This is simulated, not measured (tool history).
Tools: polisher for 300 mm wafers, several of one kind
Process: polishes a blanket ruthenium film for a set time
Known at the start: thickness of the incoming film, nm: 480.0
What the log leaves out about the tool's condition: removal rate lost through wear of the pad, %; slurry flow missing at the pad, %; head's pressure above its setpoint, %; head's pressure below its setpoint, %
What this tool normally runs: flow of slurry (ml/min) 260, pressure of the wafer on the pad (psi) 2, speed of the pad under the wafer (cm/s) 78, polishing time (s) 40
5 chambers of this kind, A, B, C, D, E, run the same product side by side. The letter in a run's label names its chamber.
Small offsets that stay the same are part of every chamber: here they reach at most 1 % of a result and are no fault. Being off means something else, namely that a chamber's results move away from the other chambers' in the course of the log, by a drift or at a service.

| run | hour | flow of slurry (ml/min) | pressure of the wafer on the pad (psi) | speed of the pad under the wafer (cm/s) | polishing time (s) | wafers polished on this pad | hours since the slurry nozzle was cleaned | hours since the head pressure was calibrated | film removed (angstrom) |
|---|---|---|---|---|---|---|---|---|---|
| 1C | 4.6 | 260 | 2 | 78 | 40 | 1210 | 746.3 | 1305.9 | 392.19 |
|  | 7.6 | chamber C: worn pad replaced by a new one |
| 2D | 9.3 | 260 | 2 | 78 | 40 | 357 | 469.3 | 612.6 | 394.17 |
| 3A | 12.7 | 260 | 2 | 78 | 40 | 816 | 334.3 | 746.1 | 388.4 |
| 4E | 15.9 | 260 | 2 | 78 | 40 | 285 | 417.9 | 1149.4 | 387.2 |
|  | 20.9 | chamber D: head pressure recalibrated |
| 5B | 23.1 | 260 | 2 | 78 | 40 | 663 | 156.4 | 1206.5 | 389.25 |
| 6B | 29.9 | 260 | 2 | 78 | 40 | 723 | 163.2 | 1213.3 | 394.44 |
| 7A | 33.9 | 260 | 2 | 78 | 40 | 1004 | 355.5 | 767.3 | 380.06 |
| 8C | 37.5 | 260 | 2 | 78 | 40 | 265 | 779.2 | 1338.8 | 386.63 |
| 9E | 42.3 | 260 | 2 | 78 | 40 | 520 | 444.3 | 1175.8 | 392.89 |
| 10D | 45.6 | 260 | 2 | 78 | 40 | 679 | 505.6 | 24.8 | 387.83 |
| 11D | 50.1 | 260 | 2 | 62 | 35 | 719 | 510.1 | 29.3 | 272.3 |
| 12B | 56.5 | 260 | 2 | 62 | 35 | 959 | 189.8 | 1239.9 | 272.92 |
|  | 61.6 | chamber B: worn pad replaced by a new one |
| 13C | 62 | 260 | 2 | 62 | 35 | 482 | 803.7 | 1363.3 | 269.17 |
|  | 63.1 | chamber E: head pressure recalibrated |
|  | 66 | chamber C: head pressure recalibrated |
| 14E | 68.5 | 260 | 2 | 62 | 35 | 752 | 470.5 | 5.5 | 299.68 |
| 15A | 74.6 | 260 | 2 | 62 | 35 | 1365 | 396.2 | 808 | 269.88 |
|  | 74.7 | chamber D: slurry nozzle cleaned |
| 16A | 80.5 | 260 | 2 | 78 | 40 | 1418 | 402.1 | 813.9 | 389.67 |
| 17C | 85.7 | 260 | 2 | 78 | 40 | 693 | 827.4 | 19.8 | 393.62 |
|  | 89.1 | chamber D: worn pad replaced by a new one |
|  | 90.5 | chamber E: slurry nozzle cleaned |
|  | 91.1 | chamber A: worn pad replaced by a new one |
| 18E | 92.8 | 260 | 2 | 78 | 40 | 968 | 2.3 | 29.8 | 433.44 |
| 19D | 96.8 | 260 | 2 | 78 | 40 | 68 | 22.2 | 76 | 391.52 |
|  | 98.4 | chamber E: worn pad replaced by a new one |
| 20B | 100.6 | 260 | 2 | 78 | 40 | 346 | 233.9 | 1284 | 389.41 |
| 21A | 106.9 | 260 | 2 | 78 | 40 | 141 | 428.5 | 840.3 | 393.38 |
|  | 112.7 | chamber A: slurry nozzle cleaned |
| 22B | 113.2 | 195 | 2 | 78 | 33 | 458 | 246.5 | 1296.6 | 306.75 |
|  | 117 | chamber C: slurry nozzle cleaned |
| 23C | 117.9 | 195 | 2 | 78 | 33 | 978 | 1 | 52 | 307.06 |
| 24E | 123 | 195 | 2 | 78 | 33 | 219 | 32.5 | 60 | 342.51 |
| 25D | 126.4 | 195 | 2 | 78 | 33 | 331 | 51.8 | 105.6 | 309.65 |
| 26E | 130 | 195 | 2 | 78 | 33 | 281 | 39.5 | 67 | 340.45 |
| 27D | 134.8 | 260 | 2 | 78 | 40 | 405 | 60.2 | 114 | 390.79 |
| 28C | 140.6 | 260 | 2 | 78 | 40 | 1180 | 23.7 | 74.7 | 383.81 |
| 29A | 147.7 | 260 | 2 | 78 | 40 | 503 | 35.1 | 881.1 | 394.5 |
|  | 148.3 | chamber C: worn pad replaced by a new one |
| 30B | 151.9 | 260 | 2 | 78 | 40 | 801 | 285.2 | 1335.3 | 395.61 |
| 31C | 156.2 | 260 | 2 | 78 | 40 | 70 | 39.3 | 90.3 | 388.08 |
| 32D | 161.5 | 260 | 2 | 78 | 40 | 642 | 86.9 | 140.7 | 390.97 |
| 33E | 166.4 | 260 | 2 | 78 | 40 | 604 | 75.9 | 103.4 | 430.05 |

Decide between three cases: one chamber stands off from its peers, the gauge reading all wafers drifts, or nothing is wrong past each chamber's small offset. Where a chamber is off, say which and what most likely put it there.

The work done on chamber E during a service left it standing apart from the others.
What lies behind it: head's pressure above its setpoint, % = 11.5.

Chamber E could run next with any of the 4 candidate recipes listed below; each alters the usual settings, and their results appear as question marks. Which one brings its results back in line with what the other chambers deliver on the usual settings?
In-line tolerance around the mean of the other chambers on the usual settings: film removed (angstrom) 14
| 34E-1 | 171.7 | 260 | 2.1 | 80 | 41 |  |  |  | ? |
| 34E-2 | 171.7 | 260 | 1.9 | 78 | 38 |  |  |  | ? |
| 34E-3 | 171.7 | 260 | 2.1 | 84 | 43 |  |  |  | ? |
| 34E-4 | 171.7 | 260 | 2 | 70 | 36 |  |  |  | ? |

The other chambers' mean on the usual settings: film removed (angstrom) 389.49
| run | film removed (angstrom) |
|---|---|
| 34E-1 | 481.11 |
| 34E-2 | 392.93 |
| 34E-3 | 530.04 |
| 34E-4 | 351.42 |
With 34E-2, the chamber falls back in line with the rest.

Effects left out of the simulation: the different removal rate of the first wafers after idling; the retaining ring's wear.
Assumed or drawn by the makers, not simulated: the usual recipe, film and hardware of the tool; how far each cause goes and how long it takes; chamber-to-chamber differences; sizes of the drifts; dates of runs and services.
